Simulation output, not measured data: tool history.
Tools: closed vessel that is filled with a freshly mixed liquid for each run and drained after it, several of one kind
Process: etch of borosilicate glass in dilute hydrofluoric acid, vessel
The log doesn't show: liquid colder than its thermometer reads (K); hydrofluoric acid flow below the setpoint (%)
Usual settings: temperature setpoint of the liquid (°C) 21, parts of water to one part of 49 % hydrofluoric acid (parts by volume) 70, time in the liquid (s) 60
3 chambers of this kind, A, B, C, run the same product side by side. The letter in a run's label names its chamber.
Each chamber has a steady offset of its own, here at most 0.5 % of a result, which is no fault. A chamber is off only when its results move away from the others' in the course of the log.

run,hour,temperature setpoint of the liquid (°C),parts of water to one part of 49 % hydrofluoric acid (parts by volume),time in the liquid (s),hours since the thermometer was replaced,hours since the hydrofluoric acid flow meter was replaced,"read-back film thickness of the borosilicate glass reference wafer, read on the same gauge (nm)",thickness taken off the borosilicate glass on a monitor wafer (angstrom)
1A,4.5,21,70,60,305,616.4,149.99,199.97
2C,8.6,21,70,60,767.8,1480.5,150,201.45
3B,13.5,21,70,60,576.9,1493,150,202.63
4B,17.5,21,70,60,580.9,1497,150.02,203.42
5A,20.7,21,70,60,321.2,632.6,150,201.18
6C,24.8,21,70,60,784,1496.7,150,201.55
7C,30.3,21,90,30,789.5,1502.2,150.01,76.03
8A,34.7,21,90,30,335.2,646.6,150.01,75.232
9B,37.9,21,90,30,601.3,1517.4,149.99,75.621
10B,40.8,21,70,60,604.2,1520.3,149.99,200.44
11C,45.8,21,70,60,805,1517.7,150.02,201.41
12A,48.3,21,70,60,348.8,660.2,150.01,198.53
13A,52,21,80,60,352.5,663.9,150,173.06
14C,56.2,21,80,60,815.4,1528.1,150,174.52
15B,60.6,21,80,60,624,1540.1,150,172.98
16B,64.2,21,70,90,627.6,1543.7,149.99,295.71
17A,68,21,70,90,368.5,679.9,149.99,301.06
18C,73,21,70,90,832.2,1544.9,149.99,302.24
19C,75.7,21,70,60,834.9,1547.6,150,202.76
20A,80.3,21,70,60,380.8,692.2,150.02,199.62
21B,83.6,23.5,70,60,647,1563.1,150.01,222.58
22A,86.1,23.5,70,60,386.6,698,150.03,221.62
23C,89.3,23.5,70,60,848.5,1561.2,149.99,224.8
24B,92.1,17,90,60,655.5,1571.6,149.99,126.14
25A,95.2,17,90,60,395.7,707.1,150,130.2
26B,98.5,17,90,60,661.9,1578,150,125.79
27C,102.6,21,70,60,861.8,1574.5,149.99,201.33
28C,107.3,21,70,60,866.5,1579.2,149.99,202.92
29B,112.4,21,70,60,675.8,1591.9,150.01,194.6
30A,115.8,24,100,60,416.3,727.7,150.01,153.12
31B,121.1,24,100,60,684.5,1600.6,149.99,148.83
32A,125.8,24,100,60,426.3,737.7,150,152.2
33C,128.6,23.5,70,35,887.8,1600.5,150,131.86
34B,132.3,23.5,70,35,695.7,1611.8,149.98,125.69
35A,137.7,23.5,70,35,438.2,749.6,150.01,129.04
36C,140.1,21,70,60,899.3,1612,149.99,201.62
37B,144.2,21,70,60,707.6,1623.7,149.98,191.1
38A,148.8,21,70,60,449.3,760.7,150.02,198.81
# hour 151.5: chamber A: hydrofluoric acid flow meter replaced
39C,151.8,21,70,60,911,1623.7,149.97,200.84
40A,156.7,21,70,60,457.2,5.3,150.01,201.94
41B,159.4,21,70,60,722.8,1638.9,149.99,189.34
42C,162.9,18,70,85,922.1,1634.8,149.99,251.82
43C,166.4,18,70,85,925.6,1638.3,149.98,251.41

Next, every chamber runs the same settings. What will each give?
44A,170.3,21,70,60,,,,?
44B,170.3,21,70,60,,,,?
44C,170.3,21,70,60,,,,?

run,thickness taken off the borosilicate glass on a monitor wafer (angstrom)
44A,201.09
44B,187.71
44C,199.44

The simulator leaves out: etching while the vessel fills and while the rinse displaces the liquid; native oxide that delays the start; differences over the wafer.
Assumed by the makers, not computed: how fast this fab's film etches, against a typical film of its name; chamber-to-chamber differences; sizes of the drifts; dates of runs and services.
